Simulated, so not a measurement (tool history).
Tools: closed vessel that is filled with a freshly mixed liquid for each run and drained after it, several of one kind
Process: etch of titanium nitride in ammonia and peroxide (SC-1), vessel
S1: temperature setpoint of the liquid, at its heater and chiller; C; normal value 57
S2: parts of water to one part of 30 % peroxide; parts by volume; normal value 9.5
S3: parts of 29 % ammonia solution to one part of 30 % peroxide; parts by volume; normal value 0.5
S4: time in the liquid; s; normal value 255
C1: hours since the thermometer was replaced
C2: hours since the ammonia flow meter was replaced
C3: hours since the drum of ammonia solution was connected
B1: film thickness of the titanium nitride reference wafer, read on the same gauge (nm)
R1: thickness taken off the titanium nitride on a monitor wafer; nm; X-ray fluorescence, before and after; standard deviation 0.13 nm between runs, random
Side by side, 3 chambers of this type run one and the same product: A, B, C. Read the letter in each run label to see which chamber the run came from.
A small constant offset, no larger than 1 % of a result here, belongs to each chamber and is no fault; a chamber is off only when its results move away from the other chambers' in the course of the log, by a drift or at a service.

{"hour": 4.2, "done": "chamber A: ammonia flow meter replaced"}
{"run": "1A", "hour": 6.2, "S1": 57, "S2": 9.5, "S3": 0.5, "S4": 255, "C1": 143, "C2": 2, "C3": 726.1, "B1": 39.985, "R1": 24.915}
{"run": "2C", "hour": 16.5, "S1": 57, "S2": 9.5, "S3": 0.5, "S4": 255, "C1": 178.7, "C2": 832.7, "C3": 182.9, "B1": 39.985, "R1": 24.659}
{"run": "3B", "hour": 25.2, "S1": 57, "S2": 9.5, "S3": 0.5, "S4": 255, "C1": 2274, "C2": 26.6, "C3": 260.6, "B1": 40.003, "R1": 24.502}
{"run": "4A", "hour": 33.2, "S1": 57, "S2": 9.5, "S3": 0.5, "S4": 255, "C1": 170, "C2": 29, "C3": 753.1, "B1": 39.971, "R1": 24.802}
{"run": "5C", "hour": 38.8, "S1": 57, "S2": 9.5, "S3": 0.5, "S4": 255, "C1": 201, "C2": 855, "C3": 205.2, "B1": 39.999, "R1": 24.761}
{"hour": 46.2, "done": "chamber A: new drum of ammonia solution connected"}
{"run": "6B", "hour": 48.2, "S1": 57, "S2": 9.5, "S3": 0.5, "S4": 255, "C1": 2297, "C2": 49.6, "C3": 283.6, "B1": 40.008, "R1": 24.387}
{"run": "7C", "hour": 53.0, "S1": 57, "S2": 9.5, "S3": 0.5, "S4": 255, "C1": 215.2, "C2": 869.2, "C3": 219.4, "B1": 39.992, "R1": 24.808}
{"run": "8A", "hour": 60.0, "S1": 57, "S2": 9.5, "S3": 0.5, "S4": 255, "C1": 196.8, "C2": 55.8, "C3": 13.9, "B1": 39.993, "R1": 24.823}
{"run": "9B", "hour": 69.2, "S1": 57, "S2": 9.5, "S3": 0.5, "S4": 255, "C1": 2318, "C2": 70.6, "C3": 304.6, "B1": 39.984, "R1": 24.674}
{"run": "10A", "hour": 79.3, "S1": 57, "S2": 9.5, "S3": 0.5, "S4": 255, "C1": 216.1, "C2": 75.1, "C3": 33.2, "B1": 39.986, "R1": 24.781}
{"run": "11B", "hour": 86.6, "S1": 57, "S2": 9.5, "S3": 0.5, "S4": 255, "C1": 2335.4, "C2": 88, "C3": 322, "B1": 39.994, "R1": 24.377}
{"run": "12C", "hour": 94.2, "S1": 57, "S2": 9.5, "S3": 0.5, "S4": 255, "C1": 256.4, "C2": 910.4, "C3": 260.6, "B1": 40.008, "R1": 25.423}
{"run": "13A", "hour": 102.9, "S1": 57, "S2": 9.5, "S3": 0.5, "S4": 360, "C1": 239.7, "C2": 98.7, "C3": 56.8, "B1": 40.007, "R1": 35.15}
{"run": "14C", "hour": 109.5, "S1": 57, "S2": 9.5, "S3": 0.5, "S4": 360, "C1": 271.7, "C2": 925.7, "C3": 275.9, "B1": 40.023, "R1": 35.614}
{"run": "15B", "hour": 119.9, "S1": 57, "S2": 9.5, "S3": 0.5, "S4": 360, "C1": 2368.7, "C2": 121.3, "C3": 355.3, "B1": 39.989, "R1": 34.649}
{"run": "16C", "hour": 126.4, "S1": 57, "S2": 9.5, "S3": 0.5, "S4": 255, "C1": 288.6, "C2": 942.6, "C3": 292.8, "B1": 39.97, "R1": 25.34}
{"run": "17B", "hour": 132.2, "S1": 57, "S2": 13, "S3": 0.5, "S4": 255, "C1": 2381, "C2": 133.6, "C3": 367.6, "B1": 39.985, "R1": 20.8}
{"run": "18A", "hour": 138.4, "S1": 57, "S2": 13, "S3": 0.5, "S4": 255, "C1": 275.2, "C2": 134.2, "C3": 92.3, "B1": 39.999, "R1": 20.962}
{"run": "19A", "hour": 144.8, "S1": 57, "S2": 13, "S3": 0.5, "S4": 255, "C1": 281.6, "C2": 140.6, "C3": 98.7, "B1": 39.958, "R1": 20.99}
{"run": "20B", "hour": 149.6, "S1": 57, "S2": 9.5, "S3": 0.5, "S4": 255, "C1": 2398.4, "C2": 151, "C3": 385, "B1": 40.004, "R1": 24.643}
{"run": "21C", "hour": 154.5, "S1": 57, "S2": 9.5, "S3": 0.5, "S4": 255, "C1": 316.7, "C2": 970.7, "C3": 320.9, "B1": 39.953, "R1": 25.62}
{"run": "22A", "hour": 162.9, "S1": 57, "S2": 9.5, "S3": 0.5, "S4": 255, "C1": 299.7, "C2": 158.7, "C3": 116.8, "B1": 40.036, "R1": 24.711}
{"run": "23B", "hour": 171.3, "S1": 57, "S2": 9.5, "S3": 0.5, "S4": 255, "C1": 2420.1, "C2": 172.7, "C3": 406.7, "B1": 40.001, "R1": 24.774}
{"run": "24C", "hour": 176.9, "S1": 57, "S2": 9.5, "S3": 0.5, "S4": 255, "C1": 339.1, "C2": 993.1, "C3": 343.3, "B1": 40, "R1": 25.701}
{"run": "25B", "hour": 183.5, "S1": 57, "S2": 9.5, "S3": 0.5, "S4": 255, "C1": 2432.3, "C2": 184.9, "C3": 418.9, "B1": 39.968, "R1": 24.59}
{"run": "26A", "hour": 189.4, "S1": 57, "S2": 9.5, "S3": 0.5, "S4": 255, "C1": 326.2, "C2": 185.2, "C3": 143.3, "B1": 40.013, "R1": 24.744}
{"run": "27C", "hour": 198.3, "S1": 57, "S2": 9.5, "S3": 0.5, "S4": 255, "C1": 360.5, "C2": 1014.5, "C3": 364.7, "B1": 39.955, "R1": 25.721}
{"hour": 200.7, "done": "chamber B: thermometer replaced"}
{"run": "28B", "hour": 206.3, "S1": 57, "S2": 9.5, "S3": 0.5, "S4": 255, "C1": 5.7, "C2": 207.7, "C3": 441.7, "B1": 40.047, "R1": 24.527}
{"run": "29A", "hour": 217.1, "S1": 57, "S2": 9.5, "S3": 0.5, "S4": 255, "C1": 353.9, "C2": 212.9, "C3": 171, "B1": 40.023, "R1": 24.81}
{"run": "30C", "hour": 224.6, "S1": 57, "S2": 9.5, "S3": 0.5, "S4": 255, "C1": 386.8, "C2": 1040.8, "C3": 391, "B1": 39.995, "R1": 26}

The same settings go to every chamber for the next run, one line per chamber below. Forecast the results for each:
{"run": "31A", "hour": 232.3, "S1": 57, "S2": 9.5, "S3": 0.5, "S4": 140, "R1": "?"}
{"run": "31B", "hour": 232.3, "S1": 57, "S2": 9.5, "S3": 0.5, "S4": 140, "R1": "?"}
{"run": "31C", "hour": 232.3, "S1": 57, "S2": 9.5, "S3": 0.5, "S4": 140, "R1": "?"}

run=31A R1=13.649
run=31B R1=13.426
run=31C R1=14.35

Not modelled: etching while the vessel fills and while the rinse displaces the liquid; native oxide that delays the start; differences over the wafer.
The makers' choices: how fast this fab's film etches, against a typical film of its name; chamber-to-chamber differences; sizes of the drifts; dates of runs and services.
